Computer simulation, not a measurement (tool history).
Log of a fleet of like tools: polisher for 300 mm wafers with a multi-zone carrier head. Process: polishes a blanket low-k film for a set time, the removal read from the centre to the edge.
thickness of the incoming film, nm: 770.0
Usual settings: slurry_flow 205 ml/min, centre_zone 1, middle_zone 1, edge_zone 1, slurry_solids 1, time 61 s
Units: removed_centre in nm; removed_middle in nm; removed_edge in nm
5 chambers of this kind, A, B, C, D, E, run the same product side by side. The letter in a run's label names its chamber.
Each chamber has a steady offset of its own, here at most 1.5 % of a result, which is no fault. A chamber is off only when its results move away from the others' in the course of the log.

| run | hour | slurry_flow | centre_zone | middle_zone | edge_zone | slurry_solids | time | wafers polished on this pad | hours since the slurry nozzle was cleaned | hours since the centre zone pressure was calibrated | hours since the edge zone pressure was calibrated | removed_centre | removed_middle | removed_edge |
|---|---|---|---|---|---|---|---|---|---|---|---|---|---|---|
| 1C | 4.2 | 205 | 1 | 1 | 1 | 1 | 61 | 646 | 71.7 | 6.3 | 173.3 | 20.283 | 20.566 | 20.854 |
|  | 8.1 | chamber E: worn pad replaced by a new one |
| 2A | 12 | 205 | 1 | 1 | 1 | 1 | 61 | 1160 | 408.8 | 129.6 | 839.8 | 20.827 | 20.741 | 20.639 |
|  | 16.2 | chamber A: worn pad replaced by a new one |
| 3D | 16.6 | 205 | 1 | 1 | 1 | 1 | 61 | 427 | 67.9 | 318.3 | 251.7 | 20.735 | 20.701 | 20.424 |
| 4B | 21.9 | 205 | 1 | 1 | 1 | 1 | 61 | 682 | 187.2 | 887.8 | 689.3 | 20.594 | 20.499 | 20.66 |
|  | 23.8 | chamber B: worn pad replaced by a new one |
| 5E | 31.1 | 205 | 1 | 1 | 1 | 1 | 61 | 307 | 71 | 1062.4 | 438.4 | 20.865 | 20.558 | 20.437 |
|  | 32.8 | chamber C: worn pad replaced by a new one |
| 6A | 36.5 | 205 | 1 | 1 | 1 | 1 | 61 | 272 | 433.3 | 154.1 | 864.3 | 20.857 | 20.929 | 20.408 |
|  | 44.7 | chamber D: worn pad replaced by a new one |
| 7D | 45.5 | 205 | 1 | 1 | 1 | 1 | 61 | 10 | 96.8 | 347.2 | 280.6 | 20.733 | 20.423 | 20.644 |
| 8B | 51.1 | 205 | 1 | 1 | 1 | 1 | 61 | 365 | 216.4 | 917 | 718.5 | 20.731 | 20.828 | 20.945 |
| 9E | 58.6 | 205 | 1 | 1 | 1 | 1 | 61 | 675 | 98.5 | 1089.9 | 465.9 | 20.156 | 20.344 | 20.772 |
| 10C | 62.8 | 135 | 1 | 1 | 1 | 0.8 | 61 | 402 | 130.3 | 64.9 | 231.9 | 16.552 | 17.186 | 17.612 |
| 11B | 68.6 | 135 | 1 | 1 | 1 | 0.8 | 61 | 598 | 233.9 | 934.5 | 736 | 16.951 | 17.142 | 17.465 |
|  | 69.8 | chamber B: worn pad replaced by a new one |
| 12E | 73.6 | 135 | 1 | 1 | 1 | 0.8 | 61 | 876 | 113.5 | 1104.9 | 480.9 | 17.041 | 17.127 | 17.254 |
|  | 74.5 | chamber E: worn pad replaced by a new one |
| 13A | 79.4 | 135 | 1 | 1 | 1 | 0.8 | 61 | 846 | 476.2 | 197 | 907.2 | 16.991 | 17.126 | 17.401 |
|  | 80.6 | chamber A: edge zone pressure recalibrated |
| 14C | 85.6 | 135 | 1 | 1 | 1 | 0.8 | 61 | 706 | 153.1 | 87.7 | 254.7 | 16.599 | 17.289 | 17.591 |
| 15D | 94.7 | 205 | 1 | 1 | 1 | 1 | 61 | 668 | 146 | 396.4 | 329.8 | 20.765 | 20.267 | 20.691 |
| 16D | 99.6 | 205 | 1 | 1 | 1 | 1 | 61 | 734 | 150.9 | 401.3 | 334.7 | 20.742 | 20.94 | 20.408 |
|  | 100 | chamber C: worn pad replaced by a new one |
|  | 101.5 | chamber A: worn pad replaced by a new one |
|  | 105.5 | chamber D: worn pad replaced by a new one |
| 17B | 108.7 | 205 | 1 | 1 | 1 | 1 | 61 | 521 | 274 | 974.6 | 776.1 | 20.6 | 20.619 | 20.386 |
| 18E | 113.9 | 205 | 1 | 1 | 1 | 1 | 61 | 527 | 153.8 | 1145.2 | 521.2 | 20.484 | 21.002 | 20.363 |
| 19C | 118.7 | 205 | 1 | 1 | 1 | 1 | 61 | 250 | 186.2 | 120.8 | 287.8 | 20.589 | 20.603 | 20.881 |
|  | 120.8 | chamber E: edge zone pressure recalibrated |
|  | 127.5 | chamber B: worn pad replaced by a new one |
| 20A | 127.9 | 205 | 1 | 1 | 1 | 1 | 61 | 353 | 524.7 | 245.5 | 47.4 | 20.607 | 20.955 | 20.623 |
|  | 135.4 | chamber B: centre zone pressure recalibrated |
|  | 135.8 | chamber E: worn pad replaced by a new one |
| 21C | 136.2 | 205 | 1 | 1 | 1 | 1 | 61 | 484 | 203.7 | 138.3 | 305.3 | 20.154 | 20.475 | 21.056 |
| 22B | 140.8 | 205 | 1 | 1 | 1 | 1 | 61 | 179 | 306.1 | 5.5 | 808.2 | 23.252 | 20.77 | 20.552 |
| 23A | 146.4 | 205 | 1 | 1 | 1 | 1 | 61 | 600 | 543.2 | 264 | 65.9 | 20.391 | 20.989 | 20.403 |
| 24D | 151.6 | 205 | 1 | 1 | 1 | 1 | 61 | 616 | 202.9 | 453.3 | 386.7 | 20.698 | 20.153 | 20.674 |
| 25E | 158.6 | 205 | 1 | 1 | 1 | 1 | 61 | 305 | 198.5 | 1189.9 | 37.8 | 20.762 | 20.926 | 20.446 |
|  | 159.5 | chamber D: worn pad replaced by a new one |
| 26B | 165.6 | 205 | 1 | 1 | 1 | 1 | 61 | 510 | 330.9 | 30.3 | 833 | 22.417 | 20.56 | 20.6 |
| 27E | 170.1 | 255 | 1.11 | 1 | 1 | 1 | 61 | 458 | 210 | 1201.4 | 49.3 | 24.07 | 21.342 | 20.941 |
|  | 171.2 | chamber E: centre zone pressure recalibrated |
|  | 173.9 | chamber E: slurry nozzle cleaned |
|  | 175 | chamber C: worn pad replaced by a new one |
| 28D | 177.8 | 255 | 1.11 | 1 | 1 | 1 | 61 | 245 | 229.1 | 479.5 | 412.9 | 23.871 | 20.855 | 21.108 |
|  | 178.1 | chamber A: slurry nozzle cleaned |
|  | 182.3 | chamber A: worn pad replaced by a new one |
| 29C | 185.1 | 255 | 1.11 | 1 | 1 | 1 | 61 | 135 | 252.6 | 187.2 | 354.2 | 23.683 | 21.228 | 21.101 |
|  | 187.6 | chamber B: worn pad replaced by a new one |
| 30A | 189.9 | 255 | 1.11 | 1 | 1 | 1 | 61 | 102 | 11.9 | 307.5 | 109.4 | 23.558 | 21.472 | 21.017 |
|  | 191.3 | chamber E: worn pad replaced by a new one |
| 31A | 198.8 | 255 | 1.11 | 1 | 1 | 1 | 61 | 221 | 20.8 | 316.4 | 118.3 | 23.87 | 21.222 | 20.854 |
|  | 200.6 | chamber D: edge zone pressure recalibrated |
| 32C | 204 | 205 | 1 | 1 | 1 | 1 | 61 | 387 | 271.5 | 206.1 | 373.1 | 20.406 | 20.857 | 20.793 |
| 33D | 208.2 | 205 | 1 | 1 | 1 | 0.75 | 61 | 652 | 259.5 | 509.9 | 7.7 | 17.844 | 17.585 | 18.204 |
| 34E | 215.9 | 205 | 1 | 1 | 1 | 0.75 | 61 | 329 | 42.1 | 44.8 | 95.1 | 17.714 | 17.999 | 17.606 |
| 35B | 223.7 | 205 | 1 | 1 | 1 | 0.75 | 61 | 483 | 389 | 88.4 | 891.1 | 19.847 | 17.447 | 17.93 |
| 36E | 230.2 | 205 | 1 | 1 | 1 | 0.75 | 61 | 520 | 56.4 | 59.1 | 109.4 | 17.746 | 18.097 | 17.821 |
| 37B | 239.2 | 205 | 1 | 1 | 1 | 0.75 | 61 | 690 | 404.5 | 103.9 | 906.6 | 19.667 | 17.568 | 18.084 |

Next, every chamber runs the same settings. What will each give?
| 38A | 245.8 | 205 | 1 | 0.88 | 1 | 1 | 61 |  |  |  |  | ? | ? | ? |
| 38B | 245.8 | 205 | 1 | 0.88 | 1 | 1 | 61 |  |  |  |  | ? | ? | ? |
| 38C | 245.8 | 205 | 1 | 0.88 | 1 | 1 | 61 |  |  |  |  | ? | ? | ? |
| 38D | 245.8 | 205 | 1 | 0.88 | 1 | 1 | 61 |  |  |  |  | ? | ? | ? |
| 38E | 245.8 | 205 | 1 | 0.88 | 1 | 1 | 61 |  |  |  |  | ? | ? | ? |

| run | removed_centre | removed_middle | removed_edge |
|---|---|---|---|
| 38A | 20.697 | 18.845 | 20.563 |
| 38B | 22.694 | 18.055 | 20.719 |
| 38C | 20.212 | 18.748 | 20.962 |
| 38D | 20.569 | 17.845 | 20.175 |
| 38E | 20.55 | 18.261 | 20.447 |

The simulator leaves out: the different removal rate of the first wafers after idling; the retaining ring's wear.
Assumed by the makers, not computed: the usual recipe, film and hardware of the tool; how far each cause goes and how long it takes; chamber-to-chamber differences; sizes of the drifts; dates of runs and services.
